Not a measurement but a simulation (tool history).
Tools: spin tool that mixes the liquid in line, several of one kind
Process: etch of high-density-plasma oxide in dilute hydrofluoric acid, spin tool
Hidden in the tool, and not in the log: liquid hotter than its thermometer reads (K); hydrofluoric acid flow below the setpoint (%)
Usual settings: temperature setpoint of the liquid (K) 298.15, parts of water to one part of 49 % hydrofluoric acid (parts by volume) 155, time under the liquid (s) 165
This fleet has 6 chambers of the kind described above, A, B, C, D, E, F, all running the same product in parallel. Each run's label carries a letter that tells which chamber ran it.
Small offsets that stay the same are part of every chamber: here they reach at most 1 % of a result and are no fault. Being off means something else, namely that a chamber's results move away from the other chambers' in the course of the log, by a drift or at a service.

| run | day | temperature setpoint of the liquid (K) | parts of water to one part of 49 % hydrofluoric acid (parts by volume) | time under the liquid (s) | hours since the thermometer was replaced | hours since the hydrofluoric acid flow meter was replaced | read-back film thickness of the high-density-plasma oxide reference wafer, read on the same gauge (nm) | thickness taken off the high-density-plasma oxide on a monitor wafer (angstrom) |
|---|---|---|---|---|---|---|---|---|
| 1E | 0.321 | 298.15 | 155 | 165 | 590.1 | 164.7 | 30.003 | 52.144 |
| 2F | 0.775 | 298.15 | 155 | 165 | 529 | 607.8 | 29.981 | 53.445 |
| 3B | 1.112 | 298.15 | 155 | 165 | 49.3 | 795.1 | 30.008 | 52.136 |
| 4D | 1.429 | 298.15 | 155 | 165 | 2079.6 | 149.8 | 29.998 | 53.556 |
| 5C | 1.788 | 299.65 | 155 | 165 | 819.5 | 497.1 | 29.996 | 55.696 |
| 6A | 2.129 | 299.65 | 155 | 165 | 987.9 | 1553.6 | 29.994 | 55.501 |
| 7C | 2.45 | 299.65 | 155 | 165 | 835.4 | 513 | 30 | 55.859 |
| 8B | 2.883 | 299.65 | 155 | 165 | 91.8 | 837.6 | 30.026 | 55.044 |
| 9A | 3.129 | 299.65 | 155 | 165 | 1011.9 | 1577.6 | 30.015 | 56.138 |
| 10E | 3.392 | 299.65 | 155 | 165 | 663.8 | 238.4 | 29.986 | 55.554 |
| 11F | 3.829 | 298.15 | 155 | 165 | 602.3 | 681.1 | 29.966 | 52.852 |
| 12D | 4.229 | 298.15 | 155 | 165 | 2146.8 | 217 | 30.02 | 53.839 |
| 13F | 4.567 | 298.15 | 155 | 165 | 620 | 698.8 | 30.025 | 53.81 |
| 14C | 4.896 | 298.15 | 155 | 165 | 894.1 | 571.7 | 29.984 | 53.069 |
| 15D | 5.192 | 298.15 | 155 | 165 | 2169.9 | 240.1 | 30.008 | 53.065 |
| 16A | 5.5 | 298.15 | 155 | 165 | 1068.8 | 1634.5 | 29.999 | 52.363 |
| 17E | 5.808 | 298.15 | 155 | 165 | 721.8 | 296.4 | 30.005 | 52.339 |
| 18B | 6.2 | 298.15 | 155 | 165 | 171.4 | 917.2 | 30.035 | 52.728 |
| 19F | 6.488 | 298.15 | 155 | 235 | 666.1 | 744.9 | 29.977 | 76.619 |
| 20E | 6.929 | 298.15 | 155 | 235 | 748.7 | 323.3 | 30 | 73.715 |
| 21C | 7.192 | 298.15 | 155 | 235 | 949.2 | 626.8 | 29.965 | 75.181 |
| 22A | 7.5 | 298.15 | 155 | 235 | 1116.8 | 1682.5 | 30.023 | 73.772 |
| 23B | 7.829 | 298.15 | 155 | 235 | 210.5 | 956.3 | 30.031 | 74.601 |
|  | 8.217 | chamber B: hydrofluoric acid flow meter replaced |
| 24D | 8.275 | 298.15 | 155 | 235 | 2243.9 | 314.1 | 29.969 | 76.09 |
| 25E | 8.521 | 298.15 | 155 | 165 | 786.9 | 361.5 | 29.97 | 51.318 |
| 26B | 8.867 | 298.15 | 155 | 165 | 235.4 | 15.6 | 29.987 | 52.155 |
| 27A | 9.229 | 298.15 | 155 | 165 | 1158.3 | 1724 | 30.002 | 52.38 |
| 28F | 9.579 | 298.15 | 155 | 205 | 740.3 | 819.1 | 30.005 | 66.453 |
| 29D | 9.875 | 298.15 | 155 | 205 | 2282.3 | 352.5 | 29.978 | 67.265 |
| 30C | 10.275 | 298.15 | 155 | 205 | 1023.2 | 700.8 | 29.969 | 65.862 |
| 31B | 10.7 | 298.15 | 155 | 205 | 279.4 | 59.6 | 30.016 | 65.471 |
| 32F | 11.154 | 298.15 | 155 | 205 | 778.1 | 856.9 | 30.002 | 65.165 |
| 33A | 11.508 | 298.15 | 155 | 205 | 1213 | 1778.7 | 29.991 | 65.208 |
| 34E | 11.946 | 298.15 | 155 | 165 | 869.1 | 443.7 | 30.025 | 51.054 |
|  | 12.317 | chamber C: hydrofluoric acid flow meter replaced |
| 35D | 12.342 | 298.15 | 155 | 165 | 2341.5 | 411.7 | 30.011 | 53.688 |
| 36C | 12.646 | 298.15 | 155 | 165 | 1080.1 | 8 | 30.037 | 52.413 |
| 37A | 12.908 | 298.15 | 155 | 165 | 1246.6 | 1812.3 | 29.997 | 53.344 |
| 38D | 13.217 | 298.15 | 155 | 165 | 2362.5 | 432.7 | 29.953 | 53.518 |

One chamber off, gauge drift, or nothing amiss beyond the chambers' own small offsets? If it is a chamber, which one, and what is the likeliest cause?

Little by little, chamber E moves away from the other chambers.
Cause: hydrofluoric acid flow below the setpoint (%) = 4.48.
The log may not separate it from: liquid colder than its thermometer reads (K).

Here are 4 candidates for chamber E's next run, each the usual settings with a change, their results left as question marks. Which one brings its results back in line with what the others give on the usual settings?
Maximum distance from the other chambers' mean on the usual settings for a result to count as in line: thickness taken off the high-density-plasma oxide on a monitor wafer (angstrom) 1.3
| 39E-1 | 13.554 | 298.15 | 150 | 175 |  |  |  | ? |
| 39E-2 | 13.554 | 298.15 | 155 | 175 |  |  |  | ? |
| 39E-3 | 13.554 | 298.15 | 155 | 155 |  |  |  | ? |
| 39E-4 | 13.554 | 295.65 | 155 | 165 |  |  |  | ? |

Average result of the remaining chambers running the usual settings: thickness taken off the high-density-plasma oxide on a monitor wafer (angstrom) 52.975
| run | thickness taken off the high-density-plasma oxide on a monitor wafer (angstrom) |
|---|---|
| 39E-1 | 54.847 |
| 39E-2 | 52.724 |
| 39E-3 | 46.698 |
| 39E-4 | 45.136 |
With 39E-2, the chamber falls back in line with the rest.

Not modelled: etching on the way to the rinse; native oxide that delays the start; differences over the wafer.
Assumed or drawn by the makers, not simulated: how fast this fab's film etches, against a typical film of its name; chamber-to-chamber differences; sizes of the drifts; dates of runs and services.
